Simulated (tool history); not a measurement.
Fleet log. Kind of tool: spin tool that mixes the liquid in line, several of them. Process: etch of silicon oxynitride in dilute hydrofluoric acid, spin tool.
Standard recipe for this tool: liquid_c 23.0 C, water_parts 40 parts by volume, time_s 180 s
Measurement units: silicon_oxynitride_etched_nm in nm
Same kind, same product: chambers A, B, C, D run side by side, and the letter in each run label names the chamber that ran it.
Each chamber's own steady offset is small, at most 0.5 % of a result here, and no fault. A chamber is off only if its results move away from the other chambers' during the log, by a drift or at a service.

run	day	liquid_c	water_parts	time_s	read-back film thickness of the silicon oxynitride reference wafer, read on the same gauge (nm)	silicon_oxynitride_etched_nm
1C	0.358	23.0	40	180	49.999	9.9191
2B	0.779	23.0	40	180	49.991	10.0760
3A	1.208	23.0	40	180	49.987	10.0070
4D	1.629	23.0	40	180	50.007	9.9492
# day 1.738: chamber B: hydrofluoric acid flow meter replaced
5D	1.929	23.0	40	180	49.994	10.0240
6A	2.179	23.0	40	270	50.007	14.8840
# day 2.367: chamber B: thermometer replaced
7C	2.446	23.0	40	270	49.972	15.0960
8B	2.654	23.0	40	270	49.988	15.0710
9A	3.042	23.0	40	270	49.999	15.1170
10B	3.383	23.0	40	180	49.998	10.0290
11D	3.658	23.0	40	180	50.019	9.9714
12C	4.000	23.0	40	180	49.994	10.0600
13C	4.454	23.0	40	240	49.974	13.4270
14D	4.708	23.0	40	240	49.987	13.2540
15B	5.021	23.0	40	240	50.027	13.3200
# day 5.050: chamber D: hydrofluoric acid flow meter replaced
16A	5.275	23.0	40	240	49.994	13.0940
17A	5.538	23.0	40	180	49.987	9.8914
18B	5.912	23.0	40	180	49.994	9.9958
19C	6.329	24.5	55	180	49.987	7.7375
20D	6.700	24.5	55	180	49.977	7.7289
21B	7.142	24.5	55	180	49.972	7.7254
22D	7.458	24.5	55	180	49.985	7.7580
23C	7.658	23.0	40	180	50.014	10.1310
24A	7.938	23.0	40	180	50.020	9.6712
25C	8.175	23.0	40	180	49.985	10.1280
26A	8.446	23.0	40	180	50.005	9.5764
27D	8.662	23.0	40	180	49.997	9.9438
28B	8.908	25.5	30	180	49.998	15.3270
29A	9.108	25.5	30	180	49.996	14.8200
30D	9.375	25.5	30	180	50.019	15.1690
31C	9.829	25.5	30	180	49.980	15.1250
32B	10.079	23.0	40	180	50.023	10.0340
33B	10.442	23.0	40	180	50.006	10.0220
34D	10.862	19.0	40	105	49.994	4.7729
35A	11.225	19.0	40	105	49.987	4.5073

Which is it: a chamber that has drifted or been left off by a service, a gauge drift common to all chambers, or only each chamber's usual small offset? If a chamber is off, name it and its likeliest cause.

Chamber A drifts away from the others.
Cause: liquid colder than its thermometer reads (K) = 1.24.
The log may not tell that from: hydrofluoric acid flow below the setpoint (%).

Which of the 4 candidates below, each the usual settings with something changed and its results left as question marks, puts chamber A back in line with what the other chambers give on the usual settings?
In-line tolerance around the mean of the other chambers on the usual settings: silicon_oxynitride_etched_nm 0.1800 nm
36A-1	11.550	22.5	40	180		?
36A-2	11.550	23.0	40	190		?
36A-3	11.550	23.0	40	170		?
36A-4	11.550	23.5	40	180		?

What the other chambers average on the usual settings: silicon_oxynitride_etched_nm 10.0210 nm
run	silicon_oxynitride_etched_nm
36A-1	9.2104
36A-2	9.9735
36A-3	8.9237
36A-4	9.6919
It is 36A-2 that realigns the chamber with its peers.
